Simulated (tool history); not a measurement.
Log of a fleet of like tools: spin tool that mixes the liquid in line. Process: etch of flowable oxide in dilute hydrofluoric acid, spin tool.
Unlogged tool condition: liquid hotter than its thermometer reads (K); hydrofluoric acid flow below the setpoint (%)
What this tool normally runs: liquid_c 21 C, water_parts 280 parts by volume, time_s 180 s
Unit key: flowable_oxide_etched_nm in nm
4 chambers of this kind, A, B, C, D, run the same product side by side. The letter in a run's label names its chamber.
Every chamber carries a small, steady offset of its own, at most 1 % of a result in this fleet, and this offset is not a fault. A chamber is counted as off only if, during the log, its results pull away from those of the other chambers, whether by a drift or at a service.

| run | day | liquid_c | water_parts | time_s | hours since the thermometer was replaced | hours since the hydrofluoric acid flow meter was replaced | read-back film thickness of the flowable oxide reference wafer, read on the same gauge (nm) | flowable_oxide_etched_nm |
|---|---|---|---|---|---|---|---|---|
| 1D | 0.271 | 21 | 280 | 180 | 844.8 | 1341.2 | 49.977 | 14.446 |
| 2A | 0.596 | 21 | 280 | 180 | 471 | 362.9 | 49.987 | 14.383 |
| 3B | 0.904 | 21 | 280 | 180 | 1074.6 | 64.8 | 50.056 | 14.726 |
| 4C | 1.158 | 21 | 280 | 180 | 127.9 | 356.8 | 49.96 | 14.229 |
| 5C | 1.358 | 21 | 280 | 180 | 132.7 | 361.6 | 49.999 | 14.334 |
| 6D | 1.704 | 21 | 280 | 180 | 879.2 | 1375.6 | 49.978 | 14.203 |
| 7B | 1.942 | 21 | 280 | 180 | 1099.5 | 89.7 | 50.027 | 14.512 |
| 8A | 2.275 | 21 | 280 | 180 | 511.3 | 403.2 | 50.029 | 14.49 |
| 9C | 2.658 | 21 | 280 | 180 | 163.9 | 392.8 | 50.031 | 14.321 |
| 10A | 2.925 | 21 | 280 | 180 | 526.9 | 418.8 | 49.996 | 14.449 |
| 11D | 3.104 | 21 | 280 | 180 | 912.8 | 1409.2 | 49.978 | 14.011 |
| 12B | 3.308 | 21 | 280 | 180 | 1132.3 | 122.5 | 49.975 | 14.496 |
| 13B | 3.488 | 21 | 280 | 180 | 1136.6 | 126.8 | 49.966 | 14.357 |
| 14A | 3.696 | 21 | 145 | 250 | 545.4 | 437.3 | 50.023 | 44.35 |
| 15C | 4.004 | 21 | 145 | 250 | 196.2 | 425.1 | 49.992 | 43.929 |
|  | 4.062 | chamber A: hydrofluoric acid flow meter replaced |
| 16D | 4.308 | 21 | 145 | 250 | 941.7 | 1438.1 | 49.996 | 42.73 |
| 17D | 4.496 | 21 | 145 | 250 | 946.2 | 1442.6 | 49.989 | 43.197 |
| 18C | 4.721 | 21 | 280 | 180 | 213.4 | 442.3 | 49.954 | 14.3 |
| 19A | 5.075 | 21 | 280 | 180 | 578.5 | 24.4 | 49.986 | 14.512 |
| 20B | 5.383 | 17.5 | 280 | 140 | 1182.1 | 172.3 | 50.02 | 9.8472 |
| 21C | 5.625 | 17.5 | 280 | 140 | 235.1 | 464 | 49.947 | 9.6796 |
| 22B | 5.95 | 17.5 | 280 | 140 | 1195.7 | 185.9 | 49.985 | 9.8133 |
| 23D | 6.162 | 17.5 | 280 | 140 | 986.2 | 1482.6 | 50.053 | 9.1943 |
| 24A | 6.504 | 21 | 280 | 180 | 612.8 | 58.7 | 50.026 | 14.645 |
| 25A | 6.779 | 21 | 280 | 180 | 619.4 | 65.3 | 49.997 | 14.52 |
| 26C | 7.104 | 21 | 280 | 90 | 270.6 | 499.5 | 49.957 | 7.0965 |
|  | 7.242 | chamber B: thermometer replaced |
| 27D | 7.312 | 21 | 280 | 90 | 1013.8 | 1510.2 | 49.988 | 6.6179 |
| 28B | 7.621 | 21 | 280 | 90 | 9.1 | 226 | 49.992 | 7.2973 |
| 29C | 7.954 | 21 | 280 | 90 | 291 | 519.9 | 49.999 | 7.1196 |
| 30A | 8.158 | 21 | 280 | 180 | 652.5 | 98.4 | 50.013 | 14.502 |

Decide between three cases: one chamber stands off from its peers, the gauge reading all wafers drifts, or nothing is wrong past each chamber's small offset. Where a chamber is off, say which and what most likely put it there.

Little by little, chamber D moves away from the other chambers.
Most likely cause: hydrofluoric acid flow below the setpoint (%) = 7.11.
From this log alone, it may not be told apart from: liquid colder than its thermometer reads (K).

Here are 4 candidates for chamber D's next run, each the usual settings with a change, their results left as question marks. Which one brings its results back in line with what the others give on the usual settings?
To be in line, a result may differ from the other chambers' mean on the usual settings by at most: flowable_oxide_etched_nm 0.37 nm
| 31D-1 | 8.442 | 21 | 290 | 170 |  |  |  | ? |
| 31D-2 | 8.442 | 21 | 295 | 165 |  |  |  | ? |
| 31D-3 | 8.442 | 25.5 | 280 | 180 |  |  |  | ? |
| 31D-4 | 8.442 | 21 | 260 | 180 |  |  |  | ? |

The mean the other chambers reach with the usual settings: flowable_oxide_etched_nm 14.412 nm
| run | flowable_oxide_etched_nm |
|---|---|
| 31D-1 | 11.799 |
| 31D-2 | 11.2 |
| 31D-3 | 15.277 |
| 31D-4 | 14.384 |
The answer is 31D-4, which returns the chamber to within the allowed miss of the others.
